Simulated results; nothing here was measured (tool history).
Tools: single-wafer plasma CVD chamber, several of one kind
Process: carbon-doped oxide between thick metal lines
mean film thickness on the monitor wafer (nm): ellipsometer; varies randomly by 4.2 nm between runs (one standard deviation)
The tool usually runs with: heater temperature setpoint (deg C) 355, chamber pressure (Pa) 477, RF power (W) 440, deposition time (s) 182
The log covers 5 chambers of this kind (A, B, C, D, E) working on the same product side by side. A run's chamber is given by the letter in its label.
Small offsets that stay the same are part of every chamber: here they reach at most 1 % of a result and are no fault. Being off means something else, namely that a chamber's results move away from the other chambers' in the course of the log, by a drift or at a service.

run	hour	heater temperature setpoint (deg C)	chamber pressure (Pa)	RF power (W)	deposition time (s)	read-back reference wafer on the same gauge, thickness_nm	mean film thickness on the monitor wafer (nm)
1C	11.7	355	477	440	182	697.14	799.45
2B	22.7	355	477	440	182	697.92	796.52
3E	32.9	355	477	440	182	698.03	789.63
4D	45.3	355	477	440	182	697.74	786.79
5A	55.2	355	477	440	182	697.13	794.54
6E	64.7	361	441	440	182	697.48	783.12
7B	71.2	361	441	440	182	697.98	782.58
8A	80.2	361	441	440	182	698.04	769.16
9C	92.3	361	441	440	182	698.13	777.53
# hour 95: chamber C: thermocouple changed; heater temperature recalibrated
10D	100.5	361	441	440	182	698.08	774.42
11E	112.9	355	477	520	146	697.53	708.57
# hour 120: chamber B: thermocouple changed; heater temperature recalibrated
12C	125.7	355	477	520	146	697.27	709.93
13B	139.2	355	477	520	146	697.74	715.44
14A	152.6	355	477	520	146	697.75	704.23
15D	159	355	477	520	146	698.28	715.11
16C	166.3	355	477	515	182	698.64	877.26
17A	177.8	355	477	515	182	699.3	867.37
18B	189.5	355	477	515	182	698.39	879.26
19E	201.8	355	477	515	182	697.89	870.23
20D	207.7	355	477	515	182	698.16	876.45
21B	217	355	477	440	182	697.54	796.1
22D	224.8	355	477	440	182	697.61	798.15
23A	232.7	355	477	440	182	697.56	783.96
# hour 238.4: chamber D: capacitance manometer re-zeroed and calibrated
24C	245.2	355	477	440	182	698.77	797.99
25E	254.2	355	477	440	182	698.39	796.52
26B	263.3	350	477	440	170	697.16	754.47
27E	273.4	350	477	440	170	697.77	755.27
28C	281.9	350	477	440	170	696.95	760.86
29D	292.1	350	477	440	170	697.47	753.84
30A	305.5	350	477	440	170	698.02	731.17
31B	318.9	355	477	370	158	697.88	609.38
32A	328.2	355	477	370	158	697.33	594.49
33E	338.6	355	477	370	158	697.86	608.4
34C	348.6	355	477	370	158	698.26	610.57
35D	361.3	355	477	370	158	698.26	609.18
36C	373.4	355	477	440	182	696.91	797.22
37E	384.5	355	477	440	182	698.12	795.58
38B	393.5	355	477	440	182	698.03	792.91
39A	406.9	355	477	440	182	697.94	777.17
# hour 412.3: chamber E: thermocouple changed; heater temperature recalibrated
40D	419.7	355	477	440	182	697.16	794.68
41A	429.3	355	477	440	182	697.95	762.08
42E	435.8	355	477	440	182	698.08	795.93
43C	445.9	348	477	370	182	698.88	710.98
44D	454.7	348	477	370	182	697.52	713.73

For the next run the whole fleet of 5 chambers uses the same settings. Give each chamber's results:
45A	464.4	355	477	440	182		?
45B	464.4	355	477	440	182		?
45C	464.4	355	477	440	182		?
45D	464.4	355	477	440	182		?
45E	464.4	355	477	440	182		?

run	mean film thickness on the monitor wafer (nm)
45A	765.9
45B	795.04
45C	792.25
45D	798.79
45E	796.08
